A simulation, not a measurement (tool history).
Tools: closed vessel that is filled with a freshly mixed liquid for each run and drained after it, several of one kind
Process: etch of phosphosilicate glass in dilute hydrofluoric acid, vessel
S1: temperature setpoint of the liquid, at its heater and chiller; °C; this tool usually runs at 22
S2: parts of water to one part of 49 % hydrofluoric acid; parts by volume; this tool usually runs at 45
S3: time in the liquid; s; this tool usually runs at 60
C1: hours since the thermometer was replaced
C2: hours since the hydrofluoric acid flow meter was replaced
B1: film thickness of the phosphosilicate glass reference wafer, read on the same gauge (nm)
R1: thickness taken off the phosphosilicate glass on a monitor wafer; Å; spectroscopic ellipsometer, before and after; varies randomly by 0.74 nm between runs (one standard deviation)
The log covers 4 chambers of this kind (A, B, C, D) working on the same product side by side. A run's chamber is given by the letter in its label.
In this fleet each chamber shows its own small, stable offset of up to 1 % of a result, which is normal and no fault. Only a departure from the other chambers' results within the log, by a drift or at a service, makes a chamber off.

run 1C hour=6.8 | S1=22 S2=45 S3=60 | C1=1145.7 C2=875.1 | B1=60.014 | R1=1457.2
-- hour=12.1 chamber B: thermometer replaced
run 2A hour=15.8 | S1=22 S2=45 S3=60 | C1=1375.3 C2=900.6 | B1=59.991 | R1=1463.5
run 3B hour=21.6 | S1=22 S2=45 S3=60 | C1=9.5 C2=1471.9 | B1=59.988 | R1=1448.7
run 4D hour=28.3 | S1=22 S2=45 S3=60 | C1=614.7 C2=1488.5 | B1=59.974 | R1=1471.1
run 5D hour=33.6 | S1=18.5 S2=45 S3=60 | C1=620 C2=1493.8 | B1=60.03 | R1=1251.3
run 6B hour=41.8 | S1=18.5 S2=45 S3=60 | C1=29.7 C2=1492.1 | B1=60.008 | R1=1254.6
run 7C hour=51.4 | S1=18.5 S2=45 S3=60 | C1=1190.3 C2=919.7 | B1=59.998 | R1=1257.6
-- hour=53.8 chamber D: thermometer replaced
run 8A hour=60.7 | S1=18.5 S2=45 S3=60 | C1=1420.2 C2=945.5 | B1=60.029 | R1=1264
run 9D hour=70.8 | S1=22 S2=45 S3=60 | C1=17.1 C2=1531 | B1=60.012 | R1=1454.3
run 10B hour=75.9 | S1=22 S2=45 S3=60 | C1=63.8 C2=1526.2 | B1=60.008 | R1=1447.3
run 11C hour=83 | S1=22 S2=45 S3=60 | C1=1221.9 C2=951.3 | B1=59.972 | R1=1468
-- hour=83.6 chamber C: thermometer replaced
run 12A hour=94.4 | S1=22 S2=45 S3=60 | C1=1453.9 C2=979.2 | B1=60.033 | R1=1460.5
run 13B hour=102.1 | S1=22 S2=45 S3=60 | C1=90 C2=1552.4 | B1=59.968 | R1=1438.7
run 14A hour=113.5 | S1=22 S2=45 S3=60 | C1=1473 C2=998.3 | B1=59.988 | R1=1465.4
run 15C hour=121.6 | S1=22 S2=45 S3=60 | C1=38.1 C2=989.9 | B1=59.999 | R1=1453.3
run 16D hour=132.9 | S1=22 S2=45 S3=60 | C1=79.2 C2=1593.1 | B1=59.987 | R1=1459.3
run 17D hour=138.2 | S1=26.5 S2=35 S3=60 | C1=84.5 C2=1598.4 | B1=59.992 | R1=2324.3
run 18C hour=144.6 | S1=26.5 S2=35 S3=60 | C1=61.1 C2=1012.9 | B1=60.013 | R1=2284.4
run 19A hour=152.1 | S1=26.5 S2=35 S3=60 | C1=1511.6 C2=1036.9 | B1=60.021 | R1=2311.5
-- hour=158.2 chamber C: hydrofluoric acid flow meter replaced
run 20B hour=160.8 | S1=26.5 S2=35 S3=60 | C1=148.7 C2=1611.1 | B1=59.983 | R1=2283
run 21A hour=167.2 | S1=22 S2=45 S3=60 | C1=1526.7 C2=1052 | B1=59.99 | R1=1466.4
run 22B hour=172.4 | S1=22 S2=60 S3=60 | C1=160.3 C2=1622.7 | B1=59.974 | R1=1065.7
run 23C hour=177.6 | S1=22 S2=60 S3=60 | C1=94.1 C2=19.5 | B1=59.948 | R1=1077
run 24D hour=187.3 | S1=22 S2=60 S3=60 | C1=133.6 C2=1647.5 | B1=59.991 | R1=1077.1
run 25B hour=196.4 | S1=22 S2=60 S3=60 | C1=184.3 C2=1646.7 | B1=59.993 | R1=1062.4
run 26D hour=202.9 | S1=22 S2=45 S3=60 | C1=149.2 C2=1663.1 | B1=59.994 | R1=1464.5
run 27C hour=208.4 | S1=22 S2=45 S3=60 | C1=124.9 C2=50.3 | B1=60.018 | R1=1465.9
run 28A hour=215.9 | S1=22 S2=45 S3=60 | C1=1575.4 C2=1100.7 | B1=59.946 | R1=1456.1
run 29B hour=224.3 | S1=22 S2=45 S3=60 | C1=212.2 C2=1674.6 | B1=59.985 | R1=1452.1
run 30D hour=229.7 | S1=22 S2=45 S3=60 | C1=176 C2=1689.9 | B1=59.976 | R1=1465
run 31A hour=240.9 | S1=22 S2=45 S3=60 | C1=1600.4 C2=1125.7 | B1=59.998 | R1=1470.5
run 32C hour=248.3 | S1=22 S2=45 S3=60 | C1=164.8 C2=90.2 | B1=60.059 | R1=1446.9
run 33D hour=255.5 | S1=22 S2=45 S3=60 | C1=201.8 C2=1715.7 | B1=59.987 | R1=1463.6
run 34B hour=263.2 | S1=22 S2=45 S3=60 | C1=251.1 C2=1713.5 | B1=59.974 | R1=1446.2
run 35C hour=274.4 | S1=22 S2=45 S3=60 | C1=190.9 C2=116.3 | B1=59.992 | R1=1456.3
run 36A hour=280.4 | S1=22 S2=45 S3=60 | C1=1639.9 C2=1165.2 | B1=60.024 | R1=1470.3
run 37C hour=285.5 | S1=26.5 S2=45 S3=35 | C1=202 C2=127.4 | B1=60.008 | R1=1026.6
run 38A hour=290.6 | S1=26.5 S2=45 S3=35 | C1=1650.1 C2=1175.4 | B1=60.02 | R1=1028.8
run 39B hour=300.6 | S1=26.5 S2=45 S3=35 | C1=288.5 C2=1750.9 | B1=60 | R1=1019.4
run 40D hour=306.4 | S1=26.5 S2=45 S3=35 | C1=252.7 C2=1766.6 | B1=59.991 | R1=1021.9
run 41A hour=315.7 | S1=22 S2=45 S3=60 | C1=1675.2 C2=1200.5 | B1=60.011 | R1=1462.3

Next, all 4 chambers run the settings below, one line each with question marks for the results. What does each chamber give?
run 42A hour=323.9 | S1=22 S2=45 S3=35 | R1=?
run 42B hour=323.9 | S1=22 S2=45 S3=35 | R1=?
run 42C hour=323.9 | S1=22 S2=45 S3=35 | R1=?
run 42D hour=323.9 | S1=22 S2=45 S3=35 | R1=?

run=42A R1=855.74
run=42B R1=844.85
run=42C R1=856.02
run=42D R1=852.52

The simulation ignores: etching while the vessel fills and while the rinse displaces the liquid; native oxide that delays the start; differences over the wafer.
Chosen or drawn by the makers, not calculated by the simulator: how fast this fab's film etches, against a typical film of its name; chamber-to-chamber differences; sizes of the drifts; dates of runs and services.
